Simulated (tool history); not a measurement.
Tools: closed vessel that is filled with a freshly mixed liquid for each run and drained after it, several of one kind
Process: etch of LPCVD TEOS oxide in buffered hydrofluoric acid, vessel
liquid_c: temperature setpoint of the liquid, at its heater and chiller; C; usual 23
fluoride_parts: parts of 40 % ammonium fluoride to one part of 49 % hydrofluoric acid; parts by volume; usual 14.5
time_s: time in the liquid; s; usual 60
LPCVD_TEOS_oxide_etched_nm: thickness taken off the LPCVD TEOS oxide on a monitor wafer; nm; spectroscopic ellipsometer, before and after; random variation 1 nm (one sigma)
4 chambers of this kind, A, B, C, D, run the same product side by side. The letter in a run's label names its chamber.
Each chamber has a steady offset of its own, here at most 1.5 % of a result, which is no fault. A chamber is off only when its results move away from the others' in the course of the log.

run	day	liquid_c	fluoride_parts	time_s	read-back film thickness of the LPCVD TEOS oxide reference wafer, read on the same gauge (nm)	LPCVD_TEOS_oxide_etched_nm
1D	0.229	23	14.5	60	120	114.42
2A	0.562	23	14.5	60	120	114.41
3B	0.925	23	14.5	60	119.99	114.87
4C	1.258	23	14.5	60	119.99	115.08
# day 1.625: chamber A: hydrofluoric acid flow meter replaced
5C	1.658	23	14.5	60	120.01	115.93
6D	2.029	23	14.5	60	120	111.48
7B	2.442	23	14.5	60	120.01	116.26
8A	2.654	23	14.5	60	120.01	113.33
9D	2.942	23	14.5	60	120	111.54
10A	3.346	23	20	35	120	48.031
11C	3.538	23	20	35	120.03	48.811
12B	3.867	23	20	35	119.99	48.331
13C	4.05	23	20	35	119.98	48.853
14B	4.25	23	14.5	60	120	116.54
15A	4.512	23	14.5	60	119.99	113.81
16D	4.746	23	14.5	60	120	113.46
17C	5.15	23	14.5	60	119.98	112.27
18D	5.558	23	14.5	60	120.02	117.06
19A	5.788	23	14.5	60	119.98	113.86
20B	6.171	23	14.5	60	120	121.23
21C	6.383	23	14.5	60	119.99	113.98
22D	6.804	23	14.5	60	120	115.15
23A	7.142	23	14.5	60	120.01	112.84
24B	7.446	23	14.5	60	120	120.77
25C	7.85	23	14.5	60	120	114.64
26D	8.171	23	14.5	60	120	114.2
27A	8.4	23	14.5	60	119.99	114.47
28B	8.696	23	14.5	60	120.01	125.94
29B	9.058	23	14.5	60	120.01	121.62
30A	9.304	23	14.5	60	120.01	113.27
31C	9.558	23	14.5	60	120.02	116
32D	9.958	23	14.5	60	120.01	115.03
# day 10.05: chamber C: thermometer replaced
33A	10.238	23	14.5	60	120	113.39
34C	10.562	23	14.5	60	120	115.34
35B	10.804	23	14.5	60	120	127.67
36D	11.217	23	14.5	60	119.98	114.15
37B	11.421	23	14.5	60	120	128.93

Next, every chamber runs the same settings. What will each give?
38A	11.721	23	14.5	85		?
38B	11.721	23	14.5	85		?
38C	11.721	23	14.5	85		?
38D	11.721	23	14.5	85		?

run	LPCVD_TEOS_oxide_etched_nm
38A	162.58
38B	181.3
38C	162.1
38D	161.39
